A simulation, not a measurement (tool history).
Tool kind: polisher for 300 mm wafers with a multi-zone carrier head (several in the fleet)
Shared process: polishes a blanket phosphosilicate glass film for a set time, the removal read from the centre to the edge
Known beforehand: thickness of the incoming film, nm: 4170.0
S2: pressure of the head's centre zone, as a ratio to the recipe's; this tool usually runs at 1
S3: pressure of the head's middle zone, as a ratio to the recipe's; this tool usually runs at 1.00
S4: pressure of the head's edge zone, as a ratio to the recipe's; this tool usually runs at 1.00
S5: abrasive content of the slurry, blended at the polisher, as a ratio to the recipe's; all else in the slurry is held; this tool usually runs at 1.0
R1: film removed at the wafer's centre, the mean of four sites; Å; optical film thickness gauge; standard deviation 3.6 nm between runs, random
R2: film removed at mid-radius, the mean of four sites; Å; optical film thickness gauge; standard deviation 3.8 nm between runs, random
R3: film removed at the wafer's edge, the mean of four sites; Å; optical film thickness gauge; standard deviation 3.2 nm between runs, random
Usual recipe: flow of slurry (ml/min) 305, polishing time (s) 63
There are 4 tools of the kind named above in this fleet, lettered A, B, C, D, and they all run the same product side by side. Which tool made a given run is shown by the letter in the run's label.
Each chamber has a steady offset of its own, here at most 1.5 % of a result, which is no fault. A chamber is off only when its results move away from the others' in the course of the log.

{"run": "1A", "hour": 2.5, "flow of slurry (ml/min)": 305, "S2": 1, "S3": 1.0, "S4": 1.0, "S5": 1.0, "polishing time (s)": 63, "R1": 4150.4, "R2": 4030.6, "R3": 4135.6}
{"run": "2C", "hour": 5.3, "flow of slurry (ml/min)": 305, "S2": 1, "S3": 1.0, "S4": 1.0, "S5": 1.0, "polishing time (s)": 63, "R1": 4138.9, "R2": 4088.4, "R3": 4152.9}
{"run": "3D", "hour": 10.1, "flow of slurry (ml/min)": 305, "S2": 1, "S3": 1.0, "S4": 1.0, "S5": 1.0, "polishing time (s)": 63, "R1": 4213.4, "R2": 4074.3, "R3": 4091.7}
{"run": "4B", "hour": 12.3, "flow of slurry (ml/min)": 305, "S2": 1, "S3": 1.0, "S4": 1.0, "S5": 1.0, "polishing time (s)": 63, "R1": 4053.5, "R2": 4106.0, "R3": 4108.8}
{"hour": 14.5, "done": "chamber A: worn pad replaced by a new one"}
{"run": "5D", "hour": 14.5, "flow of slurry (ml/min)": 305, "S2": 1, "S3": 1.0, "S4": 1.0, "S5": 1.0, "polishing time (s)": 63, "R1": 4087.9, "R2": 4110.6, "R3": 4139.1}
{"run": "6A", "hour": 19.3, "flow of slurry (ml/min)": 305, "S2": 1, "S3": 1.0, "S4": 1.0, "S5": 1.0, "polishing time (s)": 63, "R1": 4135.9, "R2": 4140.0, "R3": 4144.9}
{"hour": 19.9, "done": "chamber D: worn pad replaced by a new one"}
{"run": "7B", "hour": 24.0, "flow of slurry (ml/min)": 305, "S2": 1, "S3": 1.0, "S4": 1.0, "S5": 1.0, "polishing time (s)": 63, "R1": 4017.3, "R2": 4166.3, "R3": 4108.2}
{"run": "8C", "hour": 26.3, "flow of slurry (ml/min)": 305, "S2": 1, "S3": 1.0, "S4": 1.05, "S5": 1.0, "polishing time (s)": 79, "R1": 5138.2, "R2": 5140.7, "R3": 5192.1}
{"run": "9C", "hour": 31.2, "flow of slurry (ml/min)": 305, "S2": 1, "S3": 1.0, "S4": 1.05, "S5": 1.0, "polishing time (s)": 79, "R1": 5145.3, "R2": 5151.1, "R3": 5295.0}
{"run": "10B", "hour": 36.0, "flow of slurry (ml/min)": 305, "S2": 1, "S3": 1.0, "S4": 1.05, "S5": 1.0, "polishing time (s)": 79, "R1": 5123.2, "R2": 5265.9, "R3": 5226.3}
{"run": "11D", "hour": 39.5, "flow of slurry (ml/min)": 305, "S2": 1, "S3": 1.0, "S4": 1.05, "S5": 1.0, "polishing time (s)": 79, "R1": 5233.8, "R2": 5164.1, "R3": 5281.5}
{"run": "12A", "hour": 41.6, "flow of slurry (ml/min)": 305, "S2": 1, "S3": 1.0, "S4": 1.0, "S5": 0.9, "polishing time (s)": 63, "R1": 3970.1, "R2": 3845.1, "R3": 3950.1}
{"run": "13B", "hour": 46.3, "flow of slurry (ml/min)": 305, "S2": 1, "S3": 1.0, "S4": 1.0, "S5": 0.9, "polishing time (s)": 63, "R1": 3907.4, "R2": 3860.9, "R3": 3936.0}
{"run": "14A", "hour": 49.0, "flow of slurry (ml/min)": 305, "S2": 1, "S3": 1.0, "S4": 1.0, "S5": 0.9, "polishing time (s)": 63, "R1": 4020.5, "R2": 3920.6, "R3": 3906.6}
{"hour": 49.7, "done": "chamber B: worn pad replaced by a new one"}
{"run": "15D", "hour": 53.0, "flow of slurry (ml/min)": 305, "S2": 1, "S3": 1.0, "S4": 1.0, "S5": 0.9, "polishing time (s)": 63, "R1": 3937.8, "R2": 3963.8, "R3": 3912.1}
{"run": "16C", "hour": 55.3, "flow of slurry (ml/min)": 240, "S2": 1, "S3": 1.0, "S4": 1.0, "S5": 1.0, "polishing time (s)": 63, "R1": 4044.6, "R2": 4036.0, "R3": 4017.5}
{"run": "17B", "hour": 58.6, "flow of slurry (ml/min)": 240, "S2": 1, "S3": 1.0, "S4": 1.0, "S5": 1.0, "polishing time (s)": 63, "R1": 3997.5, "R2": 4052.5, "R3": 3989.2}
{"run": "18C", "hour": 61.1, "flow of slurry (ml/min)": 240, "S2": 1, "S3": 1.0, "S4": 1.0, "S5": 1.0, "polishing time (s)": 63, "R1": 3896.5, "R2": 4017.2, "R3": 4014.3}
{"hour": 65.4, "done": "chamber B: edge zone pressure recalibrated"}
{"run": "19D", "hour": 65.4, "flow of slurry (ml/min)": 240, "S2": 1, "S3": 1.0, "S4": 1.0, "S5": 1.0, "polishing time (s)": 63, "R1": 4114.2, "R2": 3984.7, "R3": 4050.0}
{"hour": 67.3, "done": "chamber C: worn pad replaced by a new one"}
{"run": "20A", "hour": 69.4, "flow of slurry (ml/min)": 305, "S2": 1, "S3": 1.0, "S4": 1.0, "S5": 1.0, "polishing time (s)": 63, "R1": 4143.2, "R2": 4131.9, "R3": 4089.0}
{"run": "21C", "hour": 71.7, "flow of slurry (ml/min)": 305, "S2": 1, "S3": 1.0, "S4": 1.0, "S5": 1.0, "polishing time (s)": 63, "R1": 4113.1, "R2": 4120.9, "R3": 4053.9}
{"hour": 72.7, "done": "chamber C: centre zone pressure recalibrated"}
{"run": "22B", "hour": 76.2, "flow of slurry (ml/min)": 305, "S2": 1, "S3": 1.0, "S4": 1.0, "S5": 1.0, "polishing time (s)": 63, "R1": 4039.6, "R2": 4185.4, "R3": 4111.7}
{"run": "23A", "hour": 79.1, "flow of slurry (ml/min)": 305, "S2": 1, "S3": 1.0, "S4": 1.0, "S5": 1.0, "polishing time (s)": 63, "R1": 4128.2, "R2": 4133.4, "R3": 4158.5}
{"run": "24D", "hour": 83.0, "flow of slurry (ml/min)": 305, "S2": 1, "S3": 1.0, "S4": 1.0, "S5": 1.0, "polishing time (s)": 63, "R1": 4187.5, "R2": 4214.6, "R3": 4148.9}
{"run": "25D", "hour": 87.9, "flow of slurry (ml/min)": 305, "S2": 1, "S3": 1.0, "S4": 1.0, "S5": 1.0, "polishing time (s)": 63, "R1": 4154.2, "R2": 4137.8, "R3": 4114.6}
{"run": "26A", "hour": 92.2, "flow of slurry (ml/min)": 305, "S2": 1, "S3": 1.0, "S4": 1.0, "S5": 1.0, "polishing time (s)": 63, "R1": 4124.0, "R2": 4064.2, "R3": 4137.0}
{"run": "27C", "hour": 94.5, "flow of slurry (ml/min)": 305, "S2": 1, "S3": 1.0, "S4": 1.0, "S5": 1.0, "polishing time (s)": 63, "R1": 4445.6, "R2": 4111.0, "R3": 4096.9}
{"run": "28B", "hour": 98.7, "flow of slurry (ml/min)": 305, "S2": 1, "S3": 1.0, "S4": 1.0, "S5": 1.0, "polishing time (s)": 63, "R1": 4076.8, "R2": 4141.3, "R3": 4116.8}
{"run": "29C", "hour": 102.4, "flow of slurry (ml/min)": 305, "S2": 1, "S3": 1.0, "S4": 1.0, "S5": 1.0, "polishing time (s)": 54, "R1": 3751.8, "R2": 3504.1, "R3": 3538.6}
{"hour": 106.5, "done": "chamber A: edge zone pressure recalibrated"}
{"run": "30B", "hour": 107.2, "flow of slurry (ml/min)": 305, "S2": 1, "S3": 1.0, "S4": 1.0, "S5": 1.0, "polishing time (s)": 54, "R1": 3514.8, "R2": 3556.1, "R3": 3530.8}
{"hour": 109.4, "done": "chamber D: worn pad replaced by a new one"}
{"run": "31A", "hour": 110.6, "flow of slurry (ml/min)": 305, "S2": 1, "S3": 1.0, "S4": 1.0, "S5": 1.0, "polishing time (s)": 54, "R1": 3537.8, "R2": 3554.3, "R3": 3556.2}
{"run": "32D", "hour": 113.6, "flow of slurry (ml/min)": 305, "S2": 1, "S3": 1.0, "S4": 1.0, "S5": 1.0, "polishing time (s)": 54, "R1": 3565.4, "R2": 3535.6, "R3": 3559.5}
{"run": "33B", "hour": 117.9, "flow of slurry (ml/min)": 305, "S2": 1, "S3": 1.0, "S4": 1.0, "S5": 1.0, "polishing time (s)": 63, "R1": 4020.7, "R2": 4134.3, "R3": 4139.2}
{"run": "34C", "hour": 120.1, "flow of slurry (ml/min)": 230, "S2": 1, "S3": 0.91, "S4": 1.0, "S5": 1.0, "polishing time (s)": 63, "R1": 4243.6, "R2": 3601.6, "R3": 3987.7}

Is one chamber out of step, is the gauge drifting, or do the chambers differ by no more than their own small offsets? For an off chamber, give its letter and the likeliest cause.

A service left chamber C off against the others.
Likeliest cause: centre zone's pressure above its setpoint, % = 6.94.

Chamber C could run next with any of the 4 candidate recipes listed below; each alters the usual settings, and their results appear as question marks. Which one brings its results back in line with what the other chambers deliver on the usual settings?
A result is in line if it is within this distance of the other chambers' mean on the usual settings: R1 130.0 Å; R2 130.0 Å; R3 110.0 Å
{"run": "35C-1", "hour": 123.6, "flow of slurry (ml/min)": 300, "S2": 0.94, "S3": 1.01, "S4": 1.02, "S5": 1.0, "polishing time (s)": 63, "R1": "?", "R2": "?", "R3": "?"}
{"run": "35C-2", "hour": 123.6, "flow of slurry (ml/min)": 295, "S2": 0.88, "S3": 1.02, "S4": 1.04, "S5": 1.0, "polishing time (s)": 63, "R1": "?", "R2": "?", "R3": "?"}
{"run": "35C-3", "hour": 123.6, "flow of slurry (ml/min)": 315, "S2": 1.13, "S3": 0.97, "S4": 0.96, "S5": 1.0, "polishing time (s)": 64, "R1": "?", "R2": "?", "R3": "?"}
{"run": "35C-4", "hour": 123.6, "flow of slurry (ml/min)": 310, "S2": 1.06, "S3": 0.99, "S4": 0.98, "S5": 1.0, "polishing time (s)": 63, "R1": "?", "R2": "?", "R3": "?"}

The other chambers' mean on the usual settings: R1 4127.9 Å; R2 4131.3 Å; R3 4122.7 Å
run=35C-1 R1=4153.7 R2=4115.7 R3=4139.6
run=35C-2 R1=3861.3 R2=4148.3 R3=4176.9
run=35C-3 R1=5163.0 R2=4041.1 R3=4090.1
run=35C-4 R1=4740.5 R2=4049.8 R3=4063.9
It is 35C-1 that realigns the chamber with its peers.

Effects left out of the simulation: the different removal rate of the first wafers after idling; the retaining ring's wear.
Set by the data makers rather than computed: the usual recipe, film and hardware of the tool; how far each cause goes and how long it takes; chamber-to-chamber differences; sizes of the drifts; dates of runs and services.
